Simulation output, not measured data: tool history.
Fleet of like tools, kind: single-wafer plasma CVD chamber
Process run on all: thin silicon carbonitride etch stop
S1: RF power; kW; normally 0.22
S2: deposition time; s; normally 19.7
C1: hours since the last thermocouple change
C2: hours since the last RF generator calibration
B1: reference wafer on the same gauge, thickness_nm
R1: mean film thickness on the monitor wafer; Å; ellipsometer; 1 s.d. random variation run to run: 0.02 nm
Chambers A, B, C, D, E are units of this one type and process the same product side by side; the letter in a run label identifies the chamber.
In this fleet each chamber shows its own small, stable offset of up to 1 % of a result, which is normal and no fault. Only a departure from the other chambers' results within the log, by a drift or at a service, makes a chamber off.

{"run": "1C", "hour": 10.9, "S1": 0.22, "S2": 19.7, "C1": 1263.9, "C2": 1082, "B1": 12.098, "R1": 116.02}
{"run": "2D", "hour": 17.6, "S1": 0.22, "S2": 19.7, "C1": 466.9, "C2": 1512.6, "B1": 12.098, "R1": 115.17}
{"run": "3E", "hour": 27.6, "S1": 0.22, "S2": 19.7, "C1": 694.5, "C2": 418.6, "B1": 12.093, "R1": 115.21}
{"run": "4B", "hour": 36.1, "S1": 0.22, "S2": 19.7, "C1": 400.5, "C2": 505.6, "B1": 12.087, "R1": 116.31}
{"run": "5A", "hour": 42.9, "S1": 0.22, "S2": 19.7, "C1": 593.9, "C2": 617.2, "B1": 12.089, "R1": 114.89}
{"run": "6C", "hour": 53.2, "S1": 0.22, "S2": 19.7, "C1": 1306.2, "C2": 1124.3, "B1": 12.087, "R1": 115.93}
{"run": "7D", "hour": 63.8, "S1": 0.22, "S2": 19.7, "C1": 513.1, "C2": 1558.8, "B1": 12.085, "R1": 114.86}
{"run": "8B", "hour": 74.2, "S1": 0.22, "S2": 19.7, "C1": 438.6, "C2": 543.7, "B1": 12.084, "R1": 116.33}
{"run": "9A", "hour": 80.9, "S1": 0.22, "S2": 19.7, "C1": 631.9, "C2": 655.2, "B1": 12.086, "R1": 114.88}
{"run": "10E", "hour": 88.5, "S1": 0.255, "S2": 19.7, "C1": 755.4, "C2": 479.5, "B1": 12.084, "R1": 120.31}
{"run": "11B", "hour": 98.4, "S1": 0.255, "S2": 19.7, "C1": 462.8, "C2": 567.9, "B1": 12.084, "R1": 121.18}
{"hour": 103.2, "done": "chamber D: RF generator calibrated"}
{"run": "12A", "hour": 106.2, "S1": 0.255, "S2": 19.7, "C1": 657.2, "C2": 680.5, "B1": 12.075, "R1": 120.29}
{"run": "13C", "hour": 113.6, "S1": 0.255, "S2": 19.7, "C1": 1366.6, "C2": 1184.7, "B1": 12.068, "R1": 120.67}
{"run": "14E", "hour": 123.4, "S1": 0.255, "S2": 19.7, "C1": 790.3, "C2": 514.4, "B1": 12.069, "R1": 120.5}
{"run": "15D", "hour": 134.8, "S1": 0.22, "S2": 19.7, "C1": 584.1, "C2": 31.6, "B1": 12.07, "R1": 114.55}
{"run": "16B", "hour": 141.3, "S1": 0.22, "S2": 19.7, "C1": 505.7, "C2": 610.8, "B1": 12.065, "R1": 115.74}
{"run": "17E", "hour": 152.9, "S1": 0.22, "S2": 19.7, "C1": 819.8, "C2": 543.9, "B1": 12.065, "R1": 114.99}
{"run": "18A", "hour": 164.1, "S1": 0.22, "S2": 19.7, "C1": 715.1, "C2": 738.4, "B1": 12.066, "R1": 114.49}
{"run": "19D", "hour": 171.9, "S1": 0.22, "S2": 19.7, "C1": 621.2, "C2": 68.7, "B1": 12.06, "R1": 114.55}
{"run": "20C", "hour": 178.4, "S1": 0.22, "S2": 19.7, "C1": 1431.4, "C2": 1249.5, "B1": 12.061, "R1": 115.49}
{"run": "21C", "hour": 188.6, "S1": 0.22, "S2": 19.7, "C1": 1441.6, "C2": 1259.7, "B1": 12.061, "R1": 115.45}
{"run": "22A", "hour": 195.6, "S1": 0.22, "S2": 19.7, "C1": 746.6, "C2": 769.9, "B1": 12.062, "R1": 114.58}
{"run": "23E", "hour": 202.9, "S1": 0.22, "S2": 19.7, "C1": 869.8, "C2": 593.9, "B1": 12.058, "R1": 114.95}
{"run": "24B", "hour": 209.4, "S1": 0.22, "S2": 19.7, "C1": 573.8, "C2": 678.9, "B1": 12.049, "R1": 115.79}
{"run": "25D", "hour": 220.4, "S1": 0.22, "S2": 19.7, "C1": 669.7, "C2": 117.2, "B1": 12.048, "R1": 114.43}
{"run": "26D", "hour": 226.6, "S1": 0.22, "S2": 19.7, "C1": 675.9, "C2": 123.4, "B1": 12.049, "R1": 114.6}
{"run": "27B", "hour": 234.4, "S1": 0.22, "S2": 19.7, "C1": 598.8, "C2": 703.9, "B1": 12.048, "R1": 116.05}
{"run": "28A", "hour": 242.6, "S1": 0.22, "S2": 19.7, "C1": 793.6, "C2": 816.9, "B1": 12.047, "R1": 114.71}
{"run": "29E", "hour": 253.4, "S1": 0.22, "S2": 19.7, "C1": 920.3, "C2": 644.4, "B1": 12.047, "R1": 114.98}
{"run": "30C", "hour": 259.3, "S1": 0.22, "S2": 19.7, "C1": 1512.3, "C2": 1330.4, "B1": 12.04, "R1": 115.57}
{"run": "31E", "hour": 269.8, "S1": 0.22, "S2": 19.7, "C1": 936.7, "C2": 660.8, "B1": 12.038, "R1": 114.51}
{"run": "32D", "hour": 276.1, "S1": 0.22, "S2": 19.7, "C1": 725.4, "C2": 172.9, "B1": 12.033, "R1": 114.57}
{"run": "33C", "hour": 282.9, "S1": 0.185, "S2": 17.2, "C1": 1535.9, "C2": 1354, "B1": 12.037, "R1": 95.959}
{"run": "34B", "hour": 292.8, "S1": 0.185, "S2": 17.2, "C1": 657.2, "C2": 762.3, "B1": 12.042, "R1": 95.838}
{"run": "35A", "hour": 300.7, "S1": 0.185, "S2": 17.2, "C1": 851.7, "C2": 875, "B1": 12.036, "R1": 94.948}
{"run": "36B", "hour": 307.2, "S1": 0.185, "S2": 17.2, "C1": 671.6, "C2": 776.7, "B1": 12.038, "R1": 95.782}
{"run": "37C", "hour": 315.4, "S1": 0.185, "S2": 17.2, "C1": 1568.4, "C2": 1386.5, "B1": 12.031, "R1": 95.554}
{"run": "38E", "hour": 324.9, "S1": 0.22, "S2": 19.7, "C1": 991.8, "C2": 715.9, "B1": 12.023, "R1": 114.72}
{"run": "39D", "hour": 333.2, "S1": 0.22, "S2": 19.7, "C1": 782.5, "C2": 230, "B1": 12.029, "R1": 114.4}
{"run": "40A", "hour": 340.5, "S1": 0.255, "S2": 21.7, "C1": 891.5, "C2": 914.8, "B1": 12.021, "R1": 131.96}
{"run": "41A", "hour": 346.8, "S1": 0.255, "S2": 21.7, "C1": 897.8, "C2": 921.1, "B1": 12.029, "R1": 131.85}
{"run": "42D", "hour": 356.2, "S1": 0.255, "S2": 21.7, "C1": 805.5, "C2": 253, "B1": 12.017, "R1": 131.5}
{"run": "43C", "hour": 362.3, "S1": 0.255, "S2": 21.7, "C1": 1615.3, "C2": 1433.4, "B1": 12.017, "R1": 132.44}
{"run": "44B", "hour": 373.9, "S1": 0.255, "S2": 21.7, "C1": 738.3, "C2": 843.4, "B1": 12.013, "R1": 133.63}

Is one chamber off against the others, does the gauge drift, or is nothing wrong? If a chamber is off, say which, and what the likeliest cause is.

It is the gauge, not a chamber: its drift shows up in every chamber's results at once, and no chamber is off.
Likeliest cause: gauge reads low (%) = 0.695.
